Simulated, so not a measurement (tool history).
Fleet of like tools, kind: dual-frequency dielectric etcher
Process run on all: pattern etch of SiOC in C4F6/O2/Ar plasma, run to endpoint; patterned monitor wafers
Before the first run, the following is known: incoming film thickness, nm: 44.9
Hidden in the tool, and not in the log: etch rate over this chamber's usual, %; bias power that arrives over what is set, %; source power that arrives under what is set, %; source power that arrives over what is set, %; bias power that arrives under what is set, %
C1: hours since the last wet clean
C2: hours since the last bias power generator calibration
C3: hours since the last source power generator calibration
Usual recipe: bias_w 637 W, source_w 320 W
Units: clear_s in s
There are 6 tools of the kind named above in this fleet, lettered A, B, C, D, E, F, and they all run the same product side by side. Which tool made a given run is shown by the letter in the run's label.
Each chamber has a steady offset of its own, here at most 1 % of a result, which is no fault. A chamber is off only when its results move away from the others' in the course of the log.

Run 1D, hour 13: usual settings; C1 422.3; C2 1626.4; C3 1099.1. Result: clear_s 14.97 s.
Run 2F, hour 23.8: usual settings; C1 98.1; C2 112.1; C3 1321.7. Result: clear_s 15.096 s.
Run 3C, hour 36.5: usual settings; C1 330.3; C2 2473.4; C3 1347. Result: clear_s 14.89 s.
Run 4B, hour 49.8: usual settings; C1 218.8; C2 2500; C3 597.7. Result: clear_s 15.081 s.
Run 5A, hour 66.3: usual settings but bias_w 532 W, source_w 260 W; C1 354.9; C2 2573.2; C3 187.3. Result: clear_s 17.158 s.
Run 6E, hour 80.5: usual settings but bias_w 532 W, source_w 260 W; C1 315.6; C2 1357.8; C3 352.8. Result: clear_s 17.308 s.
At hour 89.4: chamber D: wet clean of the chamber.
Run 7B, hour 91.9: usual settings but bias_w 532 W, source_w 260 W; C1 260.9; C2 2542.1; C3 639.8. Result: clear_s 17.572 s.
At hour 103: chamber B: bias power generator calibrated.
Run 8A, hour 105.7: usual settings but bias_w 532 W, source_w 260 W; C1 394.3; C2 2612.6; C3 226.7. Result: clear_s 17.283 s.
Run 9F, hour 115.4: usual settings but bias_w 532 W, source_w 260 W; C1 189.7; C2 203.7; C3 1413.3. Result: clear_s 17.406 s.
Run 10D, hour 131.3: usual settings but bias_w 532 W, source_w 260 W; C1 42; C2 1744.7; C3 1217.4. Result: clear_s 17.457 s.
Run 11E, hour 144.9: usual settings; C1 380; C2 1422.2; C3 417.2. Result: clear_s 14.729 s.
Run 12C, hour 152.2: usual settings but bias_w 754 W, source_w 390 W; C1 446; C2 2589.1; C3 1462.7. Result: clear_s 12.878 s.
Run 13E, hour 161.4: usual settings but bias_w 754 W, source_w 390 W; C1 396.5; C2 1438.7; C3 433.7. Result: clear_s 12.955 s.
Run 14D, hour 174.8: usual settings but bias_w 754 W, source_w 390 W; C1 85.5; C2 1788.2; C3 1260.9. Result: clear_s 12.919 s.
Run 15F, hour 186.5: usual settings but bias_w 754 W, source_w 390 W; C1 260.8; C2 274.8; C3 1484.4. Result: clear_s 12.985 s.
Run 16C, hour 195.8: usual settings but bias_w 754 W, source_w 390 W; C1 489.6; C2 2632.7; C3 1506.3. Result: clear_s 12.857 s.
At hour 207.2: chamber B: wet clean of the chamber.
Run 17A, hour 207.2: usual settings but bias_w 754 W, source_w 390 W; C1 495.8; C2 2714.1; C3 328.2. Result: clear_s 13.025 s.
At hour 207.3: chamber C: wet clean of the chamber.
Run 18B, hour 217.2: usual settings but source_w 360 W; C1 10; C2 114.3; C3 765.1. Result: clear_s 14.398 s.
At hour 217.8: chamber A: wet clean of the chamber.
Run 19C, hour 225.7: usual settings but source_w 360 W; C1 18.5; C2 2662.6; C3 1536.2. Result: clear_s 14.132 s.
Run 20B, hour 239.1: usual settings but source_w 360 W; C1 31.9; C2 136.2; C3 787. Result: clear_s 14.391 s.
Run 21E, hour 246.3: usual settings but source_w 360 W; C1 481.4; C2 1523.6; C3 518.6. Result: clear_s 14.284 s.
Run 22F, hour 262.8: usual settings but source_w 360 W; C1 337.1; C2 351.1; C3 1560.7. Result: clear_s 14.365 s.
Run 23D, hour 274.8: usual settings but source_w 360 W; C1 185.5; C2 1888.2; C3 1360.9. Result: clear_s 14.34 s.
Run 24A, hour 285.3: usual settings; C1 67.5; C2 2792.2; C3 406.3. Result: clear_s 14.86 s.
Run 25F, hour 295.3: usual settings; C1 369.6; C2 383.6; C3 1593.2. Result: clear_s 15.116 s.
Run 26A, hour 304.9: usual settings; C1 87.1; C2 2811.8; C3 425.9. Result: clear_s 14.915 s.
Run 27E, hour 317.8: usual settings; C1 552.9; C2 1595.1; C3 590.1. Result: clear_s 14.658 s.
Run 28C, hour 331.7: usual settings; C1 124.5; C2 2768.6; C3 1642.2. Result: clear_s 14.872 s.
Run 29D, hour 343.5: usual settings but bias_w 779 W; C1 254.2; C2 1956.9; C3 1429.6. Result: clear_s 13.9 s.
Run 30B, hour 360: usual settings but bias_w 779 W; C1 152.8; C2 257.1; C3 907.9. Result: clear_s 13.963 s.
Run 31F, hour 371.1: usual settings but bias_w 779 W; C1 445.4; C2 459.4; C3 1669. Result: clear_s 13.836 s.
At hour 379.4: chamber F: wet clean of the chamber.
Run 32C, hour 382.6: usual settings but bias_w 779 W; C1 175.4; C2 2819.5; C3 1693.1. Result: clear_s 13.784 s.
Run 33B, hour 395.7: usual settings but bias_w 779 W; C1 188.5; C2 292.8; C3 943.6. Result: clear_s 13.887 s.
Run 34E, hour 403.8: usual settings but bias_w 779 W; C1 638.9; C2 1681.1; C3 676.1. Result: clear_s 13.574 s.
Run 35D, hour 417.9: usual settings; C1 328.6; C2 2031.3; C3 1504. Result: clear_s 14.824 s.
Run 36A, hour 431.4: usual settings; C1 213.6; C2 2938.3; C3 552.4. Result: clear_s 14.943 s.
Run 37F, hour 441.9: usual settings; C1 62.6; C2 530.2; C3 1739.8. Result: clear_s 14.945 s.
Run 38B, hour 458.1: usual settings; C1 250.9; C2 355.2; C3 1006. Result: clear_s 14.932 s.
Run 39C, hour 465.6: usual settings; C1 258.4; C2 2902.5; C3 1776.1. Result: clear_s 14.828 s.
At hour 465.8: chamber D: source power generator calibrated.
Run 40A, hour 479.4: usual settings; C1 261.6; C2 2986.3; C3 600.4. Result: clear_s 14.996 s.
Run 41D, hour 493.3: usual settings but bias_w 747 W; C1 404; C2 2106.7; C3 27.6. Result: clear_s 14.188 s.
At hour 494.9: chamber E: bias power generator calibrated.
Run 42E, hour 507.9: usual settings but bias_w 747 W; C1 743; C2 13.1; C3 780.2. Result: clear_s 13.533 s.
Run 43D, hour 519: usual settings but bias_w 747 W; C1 429.7; C2 2132.4; C3 53.3. Result: clear_s 13.901 s.
Run 44B, hour 533.7: usual settings but bias_w 747 W; C1 326.5; C2 430.8; C3 1081.6. Result: clear_s 14.092 s.

One chamber off, gauge drift, or nothing amiss beyond the chambers' own small offsets? If it is a chamber, which one, and what is the likeliest cause?

One chamber, E, drifts off from the rest bit by bit.
What lies behind it: etch rate over this chamber's usual, % = 3.9.

Which of the 4 candidates below, each the usual settings with something changed and its results left as question marks, puts chamber E back in line with what the other chambers give on the usual settings?
To be in line, a result may differ from the other chambers' mean on the usual settings by at most: clear_s 0.32 s
Run 45E-1, hour 545.6: usual settings but source_w 290 W. Result: clear_s ?.
Run 45E-2, hour 545.6: usual settings but bias_w 574 W, source_w 290 W. Result: clear_s ?.
Run 45E-3, hour 545.6: usual settings but bias_w 752 W. Result: clear_s ?.
Run 45E-4, hour 545.6: usual settings but source_w 350 W. Result: clear_s ?.

On the usual settings, the other chambers give on average: clear_s 14.957 s
  run  clear_s
45E-1   14.995
45E-2   15.617
45E-3   13.558
45E-4   14.018
It is 45E-1 that realigns the chamber with its peers.

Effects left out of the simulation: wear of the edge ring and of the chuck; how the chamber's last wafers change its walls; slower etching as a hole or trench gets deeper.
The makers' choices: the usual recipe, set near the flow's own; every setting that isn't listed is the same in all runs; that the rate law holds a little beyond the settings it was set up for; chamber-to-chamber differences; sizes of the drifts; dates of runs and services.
